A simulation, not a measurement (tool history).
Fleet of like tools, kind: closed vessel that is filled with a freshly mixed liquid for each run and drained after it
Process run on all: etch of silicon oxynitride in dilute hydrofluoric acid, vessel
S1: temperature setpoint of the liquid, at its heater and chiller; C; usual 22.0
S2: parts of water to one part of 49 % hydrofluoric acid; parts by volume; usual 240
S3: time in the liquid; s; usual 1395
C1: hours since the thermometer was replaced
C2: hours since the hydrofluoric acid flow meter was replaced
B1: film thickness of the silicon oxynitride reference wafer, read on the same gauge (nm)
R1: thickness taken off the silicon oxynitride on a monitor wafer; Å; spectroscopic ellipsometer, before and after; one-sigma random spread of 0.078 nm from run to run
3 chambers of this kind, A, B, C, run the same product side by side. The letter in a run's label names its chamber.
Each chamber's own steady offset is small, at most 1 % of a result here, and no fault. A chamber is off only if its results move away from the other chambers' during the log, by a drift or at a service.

run,hour,S1,S2,S3,C1,C2,B1,R1
1A,4.1,22.0,240,1395,792.4,421.3,150.00,100.770
2B,11.6,22.0,240,1395,538.9,797.5,150.02,101.570
3C,15.6,22.0,240,1395,1416.8,37.7,149.97,102.310
4A,19.8,22.0,240,1395,808.1,437.0,150.00,101.120
# hour 24.7: chamber B: hydrofluoric acid flow meter replaced
5C,27.5,22.0,240,1395,1428.7,49.6,149.99,104.180
6B,34.1,22.0,335,1395,561.4,9.5,149.99,70.070
7B,40.3,22.0,335,1395,567.6,15.7,149.96,70.298
8A,47.3,22.0,335,1395,835.6,464.5,150.02,68.498
9C,53.6,22.0,305,2175,1454.8,75.7,150.01,119.860
10A,57.9,22.0,305,2175,846.2,475.1,149.97,119.880
11C,63.0,22.0,305,2175,1464.2,85.1,149.99,120.310
12B,68.2,22.0,240,1650,595.5,43.6,149.99,121.600
13C,73.8,22.0,240,1650,1475.0,95.9,149.99,121.460
14A,81.2,22.0,240,1650,869.5,498.4,150.00,117.930
15B,88.4,22.0,240,1395,615.7,63.8,149.96,103.200
16C,94.4,22.0,240,1395,1495.6,116.5,150.00,103.690
17B,101.9,24.0,240,1395,629.2,77.3,150.02,111.290
18A,108.1,24.0,240,1395,896.4,525.3,150.02,111.800
19A,111.8,24.0,240,1395,900.1,529.0,149.99,110.260
20B,115.9,22.0,240,1395,643.2,91.3,149.99,101.720
21C,123.6,22.0,240,1395,1524.8,145.7,150.00,103.570
22B,128.7,22.0,240,1395,656.0,104.1,149.99,102.780
23A,136.0,22.0,240,1395,924.3,553.2,149.98,101.430
24C,142.3,19.5,240,645,1543.5,164.4,149.98,42.192

Next, every chamber runs the same settings. What will each give?
25A,148.0,22.0,240,1395,,,,?
25B,148.0,22.0,240,1395,,,,?
25C,148.0,22.0,240,1395,,,,?

run,R1
25A,102.180
25B,103.220
25C,103.250

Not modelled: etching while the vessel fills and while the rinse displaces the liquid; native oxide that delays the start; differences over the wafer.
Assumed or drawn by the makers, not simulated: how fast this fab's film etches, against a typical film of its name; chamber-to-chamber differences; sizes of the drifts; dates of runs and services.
